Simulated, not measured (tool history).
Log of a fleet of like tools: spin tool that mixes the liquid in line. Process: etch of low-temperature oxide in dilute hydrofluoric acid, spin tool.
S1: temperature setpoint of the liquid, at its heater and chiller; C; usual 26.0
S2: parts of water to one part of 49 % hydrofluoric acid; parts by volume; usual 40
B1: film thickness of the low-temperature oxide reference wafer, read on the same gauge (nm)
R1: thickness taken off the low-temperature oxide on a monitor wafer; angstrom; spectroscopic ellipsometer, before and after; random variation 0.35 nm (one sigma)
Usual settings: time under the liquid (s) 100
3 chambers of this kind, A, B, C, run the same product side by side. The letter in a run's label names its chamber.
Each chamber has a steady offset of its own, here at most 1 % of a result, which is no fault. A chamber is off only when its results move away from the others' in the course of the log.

run 1A hour=5.9 | S1=26.0 S2=40 time_under_the_liquid_(s)=100 | B1=149.96 | R1=402.06
run 2B hour=13.5 | S1=26.0 S2=40 time_under_the_liquid_(s)=100 | B1=150.03 | R1=406.55
run 3C hour=20.3 | S1=26.0 S2=40 time_under_the_liquid_(s)=100 | B1=150.00 | R1=399.11
run 4C hour=29.6 | S1=26.0 S2=40 time_under_the_liquid_(s)=100 | B1=150.03 | R1=405.35
run 5B hour=34.5 | S1=26.0 S2=40 time_under_the_liquid_(s)=100 | B1=149.97 | R1=406.18
run 6A hour=39.4 | S1=26.0 S2=40 time_under_the_liquid_(s)=100 | B1=150.04 | R1=401.35
run 7B hour=44.5 | S1=26.0 S2=40 time_under_the_liquid_(s)=100 | B1=149.97 | R1=407.87
run 8C hour=53.6 | S1=26.0 S2=40 time_under_the_liquid_(s)=100 | B1=150.04 | R1=402.21
run 9A hour=61.6 | S1=26.0 S2=40 time_under_the_liquid_(s)=100 | B1=149.98 | R1=399.80
run 10B hour=67.8 | S1=26.0 S2=40 time_under_the_liquid_(s)=100 | B1=149.97 | R1=408.85
run 11A hour=77.4 | S1=26.0 S2=40 time_under_the_liquid_(s)=100 | B1=149.99 | R1=406.13
run 12C hour=86.1 | S1=26.0 S2=40 time_under_the_liquid_(s)=100 | B1=150.01 | R1=410.14
run 13C hour=93.9 | S1=26.0 S2=40 time_under_the_liquid_(s)=100 | B1=150.02 | R1=401.80
run 14A hour=100.8 | S1=26.0 S2=40 time_under_the_liquid_(s)=100 | B1=150.01 | R1=403.71
run 15B hour=110.9 | S1=26.0 S2=40 time_under_the_liquid_(s)=100 | B1=150.00 | R1=408.72
run 16A hour=116.5 | S1=26.0 S2=40 time_under_the_liquid_(s)=100 | B1=149.96 | R1=402.18
run 17B hour=126.1 | S1=26.0 S2=40 time_under_the_liquid_(s)=100 | B1=149.99 | R1=403.61
run 18C hour=134.5 | S1=26.0 S2=35 time_under_the_liquid_(s)=120 | B1=150.00 | R1=554.75
run 19C hour=139.8 | S1=26.0 S2=35 time_under_the_liquid_(s)=120 | B1=150.01 | R1=553.89
run 20B hour=145.2 | S1=26.0 S2=35 time_under_the_liquid_(s)=120 | B1=150.00 | R1=572.74
run 21A hour=153.2 | S1=26.0 S2=40 time_under_the_liquid_(s)=100 | B1=149.99 | R1=404.56
run 22B hour=159.7 | S1=22.5 S2=40 time_under_the_liquid_(s)=50 | B1=150.01 | R1=179.01
run 23C hour=168.1 | S1=22.5 S2=40 time_under_the_liquid_(s)=50 | B1=149.98 | R1=175.82
run 24A hour=173.0 | S1=22.5 S2=40 time_under_the_liquid_(s)=50 | B1=150.00 | R1=173.49
run 25A hour=180.1 | S1=26.0 S2=40 time_under_the_liquid_(s)=100 | B1=149.98 | R1=397.85
run 26C hour=186.3 | S1=26.0 S2=40 time_under_the_liquid_(s)=100 | B1=150.00 | R1=402.40
run 27B hour=194.8 | S1=26.0 S2=40 time_under_the_liquid_(s)=100 | B1=150.01 | R1=416.68
run 28C hour=199.8 | S1=26.0 S2=40 time_under_the_liquid_(s)=100 | B1=150.02 | R1=401.86
run 29A hour=208.8 | S1=26.0 S2=40 time_under_the_liquid_(s)=100 | B1=150.00 | R1=407.85
run 30B hour=216.6 | S1=26.0 S2=40 time_under_the_liquid_(s)=100 | B1=150.02 | R1=429.02
run 31C hour=226.5 | S1=26.0 S2=40 time_under_the_liquid_(s)=100 | B1=150.04 | R1=399.28
run 32A hour=232.1 | S1=26.0 S2=40 time_under_the_liquid_(s)=100 | B1=149.99 | R1=399.66
run 33B hour=236.6 | S1=26.0 S2=40 time_under_the_liquid_(s)=100 | B1=150.03 | R1=426.02
-- hour=237.8 chamber C: hydrofluoric acid flow meter replaced
run 34A hour=242.0 | S1=26.0 S2=40 time_under_the_liquid_(s)=100 | B1=149.98 | R1=407.61
run 35B hour=249.1 | S1=26.0 S2=40 time_under_the_liquid_(s)=100 | B1=150.02 | R1=427.42
run 36C hour=258.7 | S1=26.0 S2=40 time_under_the_liquid_(s)=100 | B1=149.97 | R1=404.75
run 37C hour=267.2 | S1=26.0 S2=40 time_under_the_liquid_(s)=100 | B1=150.01 | R1=403.64
run 38B hour=277.2 | S1=26.0 S2=40 time_under_the_liquid_(s)=100 | B1=150.04 | R1=437.97
run 39A hour=283.3 | S1=26.0 S2=40 time_under_the_liquid_(s)=100 | B1=149.99 | R1=406.91
run 40B hour=290.5 | S1=26.0 S2=40 time_under_the_liquid_(s)=100 | B1=150.04 | R1=437.47
run 41C hour=300.3 | S1=26.0 S2=40 time_under_the_liquid_(s)=100 | B1=150.03 | R1=408.43
run 42A hour=309.1 | S1=26.0 S2=40 time_under_the_liquid_(s)=100 | B1=149.99 | R1=401.57
run 43C hour=316.5 | S1=26.0 S2=40 time_under_the_liquid_(s)=100 | B1=150.00 | R1=402.43

What goes on in this fleet: one chamber off, a drifting gauge, or nothing beyond the chambers' own small offsets? Name the chamber and the cause, if any.

Chamber B drifts away from the others.
Cause: liquid hotter than its thermometer reads (K) = 2.05.
The log may not tell that from: hydrofluoric acid flow above the setpoint (%).

Here are 4 candidates for chamber B's next run, each the usual settings with a change, their results left as question marks. Which one brings its results back in line with what the others give on the usual settings?
In line means no further than this from the other chambers' mean on the usual settings: R1 12.00 angstrom
run 44B-1 hour=323.8 | S1=26.0 S2=40 time_under_the_liquid_(s)=95 | R1=?
run 44B-2 hour=323.8 | S1=27.0 S2=40 time_under_the_liquid_(s)=100 | R1=?
run 44B-3 hour=323.8 | S1=26.0 S2=40 time_under_the_liquid_(s)=90 | R1=?
run 44B-4 hour=323.8 | S1=26.0 S2=40 time_under_the_liquid_(s)=110 | R1=?

The other chambers' mean on the usual settings: R1 404.59 angstrom
run=44B-1 R1=420.91
run=44B-2 R1=461.18
run=44B-3 R1=398.76
run=44B-4 R1=487.37
44B-3 brings the chamber back in line.
